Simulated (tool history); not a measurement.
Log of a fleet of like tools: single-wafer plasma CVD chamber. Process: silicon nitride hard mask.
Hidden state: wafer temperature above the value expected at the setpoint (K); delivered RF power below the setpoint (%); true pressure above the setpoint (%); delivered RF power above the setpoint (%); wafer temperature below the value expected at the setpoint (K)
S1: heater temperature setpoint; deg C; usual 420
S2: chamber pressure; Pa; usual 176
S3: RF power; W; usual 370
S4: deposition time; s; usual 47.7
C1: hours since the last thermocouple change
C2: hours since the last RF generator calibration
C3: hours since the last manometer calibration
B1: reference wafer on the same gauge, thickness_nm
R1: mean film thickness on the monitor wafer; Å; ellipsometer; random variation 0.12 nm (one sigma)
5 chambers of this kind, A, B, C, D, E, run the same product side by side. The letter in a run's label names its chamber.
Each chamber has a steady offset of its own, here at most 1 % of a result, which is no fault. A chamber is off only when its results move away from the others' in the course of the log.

run   hour   S1   S2   S3    S4      C1      C2      C3      B1      R1
 1B    3.3  420  176  370  47.7   202.7   789.0  1603.1  58.262  582.23
 2D    8.6  420  176  370  47.7  1287.4  1925.3   122.7  58.307  580.26
 3C   15.0  420  176  370  47.7   440.0  1246.9  1663.9  58.303  587.64
 4A   19.0  420  176  370  47.7   877.3   930.1  1397.7  58.300  586.21
 5E   22.3  420  176  370  47.7  2483.8   104.8   916.2  58.284  587.98
 6E   25.2  420  176  370  47.7  2486.7   107.7   919.1  58.340  588.65
 7C   30.8  420  176  370  47.7   455.8  1262.7  1679.7  58.314  586.87
 8A   35.6  420  176  370  47.7   893.9   946.7  1414.3  58.300  587.58
 9B   40.3  420  176  370  47.7   239.7   826.0  1640.1  58.279  583.93
10D   45.9  420  176  370  47.7  1324.7  1962.6   160.0  58.294  582.65
11E   49.5  434  139  370  47.7  2511.0   132.0   943.4  58.318  541.46
12D   53.6  434  139  370  47.7  1332.4  1970.3   167.7  58.319  534.67
13C   60.1  434  139  370  47.7   485.1  1292.0  1709.0  58.333  537.91
14A   65.9  434  139  370  47.7   924.2   977.0  1444.6  58.316  536.47
15B   69.5  434  139  370  47.7   268.9   855.2  1669.3  58.285  536.25
16B   73.6  414  155  370  47.7   273.0   859.3  1673.4  58.293  562.36
17D   78.4  414  155  370  47.7  1357.2  1995.1   192.5  58.310  561.98
18C   83.9  414  155  370  47.7   508.9  1315.8  1732.8  58.305  564.33
19E   88.9  414  155  370  47.7  2550.4   171.4   982.8  58.275  568.63
20A   93.6  414  155  370  47.7   951.9  1004.7  1472.3  58.300  557.47
21C   96.7  420  176  370  47.7   521.7  1328.6  1745.6  58.281  587.11
22D  100.2  420  176  370  47.7  1379.0  2016.9   214.3  58.282  581.64
23B  105.9  420  176  370  47.7   305.3   891.6  1705.7  58.303  582.93
24A  111.9  420  176  370  47.7   970.2  1023.0  1490.6  58.314  578.08
25E  115.3  420  176  370  47.7  2576.8   197.8  1009.2  58.301  589.07
26A  119.7  420  176  370  47.7   978.0  1030.8  1498.4  58.290  577.39
27B  124.6  413  176  370  54.0   324.0   910.3  1724.4  58.279  662.33
28C  127.7  413  176  370  54.0   552.7  1359.6  1776.6  58.316  666.26
29E  131.0  413  176  370  54.0  2592.5   213.5  1024.9  58.283  670.54
30D  134.1  413  176  370  54.0  1412.9  2050.8   248.2  58.295  660.89
     135.6  -- chamber A: capacitance manometer re-zeroed and calibrated
31A  138.6  413  176  370  54.0   996.9  1049.7     3.1  58.313  656.62
32E  143.8  420  176  370  47.7  2605.3   226.3  1037.7  58.288  590.15
33B  146.8  420  176  370  47.7   346.2   932.5  1746.6  58.293  581.23
34D  151.3  420  176  370  47.7  1430.1  2068.0   265.4  58.309  581.75
35C  154.4  420  176  370  47.7   579.4  1386.3  1803.3  58.330  586.98
36E  159.6  420  176  370  47.7  2621.1   242.1  1053.5  58.311  590.05
37A  163.1  420  176  370  47.7  1021.4  1074.2    27.6  58.314  574.48
38C  166.2  420  176  370  47.7   591.2  1398.1  1815.1  58.269  583.99
39B  169.7  420  176  370  47.7   369.1   955.4  1769.5  58.317  582.53
40D  175.4  420  176  370  47.7  1454.2  2092.1   289.5  58.283  580.92
41E  179.5  420  176  370  47.7  2641.0   262.0  1073.4  58.279  591.34
42B  182.8  420  176  370  47.7   382.2   968.5  1782.6  58.305  584.01
43A  188.3  420  176  305  47.7  1046.6  1099.4    52.8  58.319  505.74

Next, every chamber runs the same settings. What will each give?
44A  193.2  420  176  370  47.7                   ?
44B  193.2  420  176  370  47.7                   ?
44C  193.2  420  176  370  47.7                   ?
44D  193.2  420  176  370  47.7                   ?
44E  193.2  420  176  370  47.7                   ?

run      R1
44A  574.06
44B  581.43
44C  587.25
44D  581.28
44E  589.30

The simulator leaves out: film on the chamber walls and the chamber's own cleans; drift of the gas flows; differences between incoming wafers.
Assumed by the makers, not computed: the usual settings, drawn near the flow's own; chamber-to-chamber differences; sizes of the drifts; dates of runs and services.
